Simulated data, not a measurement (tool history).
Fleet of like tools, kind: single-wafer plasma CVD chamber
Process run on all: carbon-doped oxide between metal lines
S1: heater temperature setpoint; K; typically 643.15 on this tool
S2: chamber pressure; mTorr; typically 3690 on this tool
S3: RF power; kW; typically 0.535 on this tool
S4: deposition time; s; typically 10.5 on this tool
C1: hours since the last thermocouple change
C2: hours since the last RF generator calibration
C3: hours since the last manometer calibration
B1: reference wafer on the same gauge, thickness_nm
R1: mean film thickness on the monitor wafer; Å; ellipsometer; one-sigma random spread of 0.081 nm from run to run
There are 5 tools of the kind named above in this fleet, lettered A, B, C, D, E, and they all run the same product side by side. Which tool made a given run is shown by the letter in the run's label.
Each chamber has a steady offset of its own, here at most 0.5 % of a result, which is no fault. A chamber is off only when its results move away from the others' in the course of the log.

Run 1C, hour 12.2: usual settings; C1 331.9; C2 2810.3; C3 106.6; B1 61.603. Result: R1 519.23 Å.
Run 2E, hour 23.8: usual settings; C1 1991.7; C2 1339.2; C3 1461.9; B1 61.575. Result: R1 521.24 Å.
Run 3A, hour 32.9: usual settings; C1 159.2; C2 1031.2; C3 1803.1; B1 61.582. Result: R1 517.07 Å.
Run 4B, hour 39.2: usual settings; C1 724.8; C2 715.7; C3 1360.9; B1 61.544. Result: R1 520.05 Å.
Run 5D, hour 46.4: usual settings but S3 0.450 kW, S4 8.7 s; C1 1661.9; C2 234.6; C3 1501.8; B1 61.542. Result: R1 384.22 Å.
Run 6D, hour 57.4: usual settings but S3 0.450 kW, S4 8.7 s; C1 1672.9; C2 245.6; C3 1512.8; B1 61.535. Result: R1 384.33 Å.
At hour 64.3: chamber C: RF generator calibrated.
Run 7B, hour 70.3: usual settings but S3 0.450 kW, S4 8.7 s; C1 755.9; C2 746.8; C3 1392.0; B1 61.530. Result: R1 385.75 Å.
Run 8A, hour 78.4: usual settings but S3 0.450 kW, S4 8.7 s; C1 204.7; C2 1076.7; C3 1848.6; B1 61.496. Result: R1 385.93 Å.
Run 9E, hour 88.6: usual settings but S3 0.450 kW, S4 8.7 s; C1 2056.5; C2 1404.0; C3 1526.7; B1 61.512. Result: R1 385.84 Å.
Run 10C, hour 98.8: usual settings but S1 650.15 K, S2 2860 mTorr; C1 418.5; C2 34.6; C3 193.2; B1 61.473. Result: R1 498.12 Å.
Run 11E, hour 108.0: usual settings but S1 650.15 K, S2 2860 mTorr; C1 2075.9; C2 1423.4; C3 1546.1; B1 61.484. Result: R1 501.35 Å.
Run 12D, hour 117.3: usual settings but S1 650.15 K, S2 2860 mTorr; C1 1732.8; C2 305.5; C3 1572.7; B1 61.459. Result: R1 497.37 Å.
At hour 118.4: chamber B: capacitance manometer re-zeroed and calibrated.
Run 13A, hour 124.3: usual settings but S1 650.15 K, S2 2860 mTorr; C1 250.6; C2 1122.6; C3 1894.5; B1 61.477. Result: R1 496.23 Å.
Run 14B, hour 136.9: usual settings but S1 650.15 K, S2 2860 mTorr; C1 822.5; C2 813.4; C3 18.6; B1 61.421. Result: R1 498.83 Å.
Run 15C, hour 146.1: usual settings; C1 465.8; C2 81.9; C3 240.5; B1 61.435. Result: R1 516.91 Å.
Run 16B, hour 158.5: usual settings; C1 844.1; C2 835.0; C3 40.2; B1 61.421. Result: R1 516.60 Å.
Run 17E, hour 169.0: usual settings; C1 2136.9; C2 1484.4; C3 1607.1; B1 61.422. Result: R1 519.85 Å.
Run 18C, hour 175.8: usual settings; C1 495.5; C2 111.6; C3 270.2; B1 61.395. Result: R1 517.35 Å.
Run 19D, hour 188.8: usual settings; C1 1804.3; C2 377.0; C3 1644.2; B1 61.386. Result: R1 517.60 Å.
Run 20A, hour 198.6: usual settings; C1 324.9; C2 1196.9; C3 1968.8; B1 61.338. Result: R1 516.27 Å.
Run 21D, hour 205.8: usual settings; C1 1821.3; C2 394.0; C3 1661.2; B1 61.343. Result: R1 516.39 Å.
Run 22C, hour 212.9: usual settings; C1 532.6; C2 148.7; C3 307.3; B1 61.356. Result: R1 517.43 Å.
Run 23B, hour 220.3: usual settings; C1 905.9; C2 896.8; C3 102.0; B1 61.359. Result: R1 516.60 Å.
Run 24A, hour 232.9: usual settings but S2 3040 mTorr, S4 8.9 s; C1 359.2; C2 1231.2; C3 2003.1; B1 61.331. Result: R1 429.13 Å.
Run 25E, hour 238.7: usual settings but S2 3040 mTorr, S4 8.9 s; C1 2206.6; C2 1554.1; C3 1676.8; B1 61.338. Result: R1 433.26 Å.
Run 26B, hour 251.8: usual settings but S2 3040 mTorr, S4 8.9 s; C1 937.4; C2 928.3; C3 133.5; B1 61.299. Result: R1 430.34 Å.
Run 27E, hour 258.5: usual settings but S2 3040 mTorr, S4 8.9 s; C1 2226.4; C2 1573.9; C3 1696.6; B1 61.306. Result: R1 431.82 Å.
Run 28A, hour 265.6: usual settings but S2 3040 mTorr, S4 8.9 s; C1 391.9; C2 1263.9; C3 2035.8; B1 61.297. Result: R1 428.88 Å.
Run 29D, hour 273.9: usual settings; C1 1889.4; C2 462.1; C3 1729.3; B1 61.291. Result: R1 516.73 Å.
At hour 275.0: chamber D: thermocouple changed; heater temperature recalibrated.
At hour 275.9: chamber A: RF generator calibrated.
Run 30C, hour 281.7: usual settings; C1 601.4; C2 217.5; C3 376.1; B1 61.258. Result: R1 516.00 Å.
Run 31B, hour 294.7: usual settings; C1 980.3; C2 971.2; C3 176.4; B1 61.279. Result: R1 515.04 Å.
At hour 296.9: chamber E: thermocouple changed; heater temperature recalibrated.
Run 32C, hour 303.3: usual settings; C1 623.0; C2 239.1; C3 397.7; B1 61.264. Result: R1 518.02 Å.
Run 33E, hour 311.0: usual settings; C1 14.1; C2 1626.4; C3 1749.1; B1 61.227. Result: R1 517.90 Å.
Run 34A, hour 319.2: usual settings; C1 445.5; C2 43.4; C3 2089.4; B1 61.223. Result: R1 513.42 Å.
Run 35D, hour 331.4: usual settings; C1 56.4; C2 519.6; C3 1786.8; B1 61.233. Result: R1 515.54 Å.

Next, all 5 chambers run the settings below, one line each with question marks for the results. What does each chamber give?
Run 36A, hour 340.7: usual settings but S3 0.435 kW. Result: R1 ?.
Run 36B, hour 340.7: usual settings but S3 0.435 kW. Result: R1 ?.
Run 36C, hour 340.7: usual settings but S3 0.435 kW. Result: R1 ?.
Run 36D, hour 340.7: usual settings but S3 0.435 kW. Result: R1 ?.
Run 36E, hour 340.7: usual settings but S3 0.435 kW. Result: R1 ?.

run      R1
36A  449.86
36B  450.11
36C  450.56
36D  447.65
36E  452.05
